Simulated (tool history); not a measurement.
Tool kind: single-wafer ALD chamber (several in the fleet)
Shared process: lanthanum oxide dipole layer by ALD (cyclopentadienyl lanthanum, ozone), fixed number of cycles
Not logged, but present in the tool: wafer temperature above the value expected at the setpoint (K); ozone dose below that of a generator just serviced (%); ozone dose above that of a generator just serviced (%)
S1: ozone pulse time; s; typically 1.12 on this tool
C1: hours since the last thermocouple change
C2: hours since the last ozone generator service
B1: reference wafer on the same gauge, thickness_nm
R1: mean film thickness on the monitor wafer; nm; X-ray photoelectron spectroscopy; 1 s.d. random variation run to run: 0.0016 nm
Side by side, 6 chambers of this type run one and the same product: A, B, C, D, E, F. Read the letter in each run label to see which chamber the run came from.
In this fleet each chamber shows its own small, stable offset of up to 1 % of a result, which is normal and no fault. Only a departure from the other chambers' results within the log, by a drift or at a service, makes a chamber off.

Run 1C, hour 5.5: usual settings; C1 848.5; C2 776.3; B1 0.41603. Result: R1 0.51624 nm.
Run 2D, hour 12.4: usual settings; C1 2079.2; C2 1048.1; B1 0.41599. Result: R1 0.51353 nm.
Run 3B, hour 18.8: usual settings; C1 2529.7; C2 254.4; B1 0.41615. Result: R1 0.51342 nm.
Run 4F, hour 23.7: usual settings; C1 294; C2 1498.5; B1 0.41606. Result: R1 0.52158 nm.
Run 5A, hour 30.9: usual settings; C1 1019.6; C2 337; B1 0.41586. Result: R1 0.5197 nm.
Run 6E, hour 39.1: usual settings but S1 1.53 s; C1 113.7; C2 1136; B1 0.41582. Result: R1 0.54603 nm.
Run 7B, hour 44: usual settings but S1 1.53 s; C1 2554.9; C2 279.6; B1 0.41597. Result: R1 0.55116 nm.
Run 8A, hour 47.8: usual settings but S1 1.53 s; C1 1036.5; C2 353.9; B1 0.41596. Result: R1 0.5554 nm.
Run 9F, hour 54.1: usual settings but S1 1.53 s; C1 324.4; C2 1528.9; B1 0.41592. Result: R1 0.55168 nm.
Run 10D, hour 58.5: usual settings but S1 1.53 s; C1 2125.3; C2 1094.2; B1 0.41594. Result: R1 0.54857 nm.
Run 11C, hour 64.4: usual settings but S1 1.53 s; C1 907.4; C2 835.2; B1 0.41571. Result: R1 0.54974 nm.
Run 12E, hour 69.8: usual settings but S1 0.79 s; C1 144.4; C2 1166.7; B1 0.41623. Result: R1 0.45262 nm.
Run 13F, hour 74.1: usual settings but S1 0.79 s; C1 344.4; C2 1548.9; B1 0.41581. Result: R1 0.46317 nm.
Run 14E, hour 78.4: usual settings but S1 0.79 s; C1 153; C2 1175.3; B1 0.41581. Result: R1 0.45223 nm.
Run 15A, hour 86.6: usual settings but S1 0.79 s; C1 1075.3; C2 392.7; B1 0.41577. Result: R1 0.46196 nm.
Run 16B, hour 90.4: usual settings but S1 0.79 s; C1 2601.3; C2 326; B1 0.41587. Result: R1 0.45474 nm.
Run 17C, hour 97: usual settings but S1 0.79 s; C1 940; C2 867.8; B1 0.41637. Result: R1 0.45867 nm.
Run 18D, hour 101.7: usual settings; C1 2168.5; C2 1137.4; B1 0.4158. Result: R1 0.51418 nm.
Run 19E, hour 106.6: usual settings; C1 181.2; C2 1203.5; B1 0.41615. Result: R1 0.51252 nm.
Run 20F, hour 114.6: usual settings but S1 0.84 s; C1 384.9; C2 1589.4; B1 0.41604. Result: R1 0.4756 nm.
Run 21A, hour 122.4: usual settings but S1 0.84 s; C1 1111.1; C2 428.5; B1 0.41602. Result: R1 0.47462 nm.
Run 22D, hour 126.4: usual settings but S1 0.84 s; C1 2193.2; C2 1162.1; B1 0.41594. Result: R1 0.46431 nm.
Run 23B, hour 133.4: usual settings but S1 0.84 s; C1 2644.3; C2 369; B1 0.41617. Result: R1 0.46198 nm.
Run 24C, hour 138.1: usual settings but S1 0.84 s; C1 981.1; C2 908.9; B1 0.41627. Result: R1 0.46677 nm.
Run 25C, hour 143.4: usual settings but S1 0.84 s; C1 986.4; C2 914.2; B1 0.41579. Result: R1 0.47235 nm.
Run 26E, hour 147.1: usual settings; C1 221.7; C2 1244; B1 0.4161. Result: R1 0.51204 nm.
Run 27D, hour 155.5: usual settings; C1 2222.3; C2 1191.2; B1 0.41621. Result: R1 0.51495 nm.
Run 28F, hour 159.5: usual settings; C1 429.8; C2 1634.3; B1 0.41605. Result: R1 0.51946 nm.
Run 29B, hour 163.9: usual settings; C1 2674.8; C2 399.5; B1 0.41605. Result: R1 0.51087 nm.
Run 30A, hour 170.9: usual settings; C1 1159.6; C2 477; B1 0.41613. Result: R1 0.52079 nm.
Run 31D, hour 176.1: usual settings; C1 2242.9; C2 1211.8; B1 0.41581. Result: R1 0.51299 nm.
Run 32B, hour 181.6: usual settings; C1 2692.5; C2 417.2; B1 0.41605. Result: R1 0.50798 nm.
Run 33C, hour 187.5: usual settings but S1 0.79 s; C1 1030.5; C2 958.3; B1 0.41616. Result: R1 0.45677 nm.
Run 34E, hour 195.1: usual settings but S1 0.79 s; C1 269.7; C2 1292; B1 0.41579. Result: R1 0.45469 nm.
At hour 197.3: chamber A: thermocouple changed; heater temperature recalibrated.
Run 35F, hour 200.6: usual settings but S1 0.79 s; C1 470.9; C2 1675.4; B1 0.41565. Result: R1 0.46387 nm.
Run 36A, hour 204.8: usual settings but S1 0.79 s; C1 7.5; C2 510.9; B1 0.41591. Result: R1 0.46233 nm.
Run 37A, hour 212.2: usual settings but S1 0.79 s; C1 14.9; C2 518.3; B1 0.41578. Result: R1 0.46076 nm.
Run 38E, hour 216.3: usual settings but S1 0.79 s; C1 290.9; C2 1313.2; B1 0.41584. Result: R1 0.45163 nm.
Run 39B, hour 221.3: usual settings; C1 2732.2; C2 456.9; B1 0.41598. Result: R1 0.50606 nm.
Run 40C, hour 225.5: usual settings; C1 1068.5; C2 996.3; B1 0.41615. Result: R1 0.51682 nm.
At hour 229: chamber F: ozone generator serviced.
Run 41D, hour 234: usual settings; C1 2300.8; C2 1269.7; B1 0.41611. Result: R1 0.51283 nm.
Run 42F, hour 240.4: usual settings; C1 510.7; C2 11.5; B1 0.41597. Result: R1 0.51979 nm.

Next, all 6 chambers run the settings below, one line each with question marks for the results. What does each chamber give?
Run 43A, hour 246.6: usual settings. Result: R1 ?.
Run 43B, hour 246.6: usual settings. Result: R1 ?.
Run 43C, hour 246.6: usual settings. Result: R1 ?.
Run 43D, hour 246.6: usual settings. Result: R1 ?.
Run 43E, hour 246.6: usual settings. Result: R1 ?.
Run 43F, hour 246.6: usual settings. Result: R1 ?.

run       R1
43A  0.51478
43B  0.50312
43C  0.51595
43D  0.51613
43E  0.51039
43F  0.52109
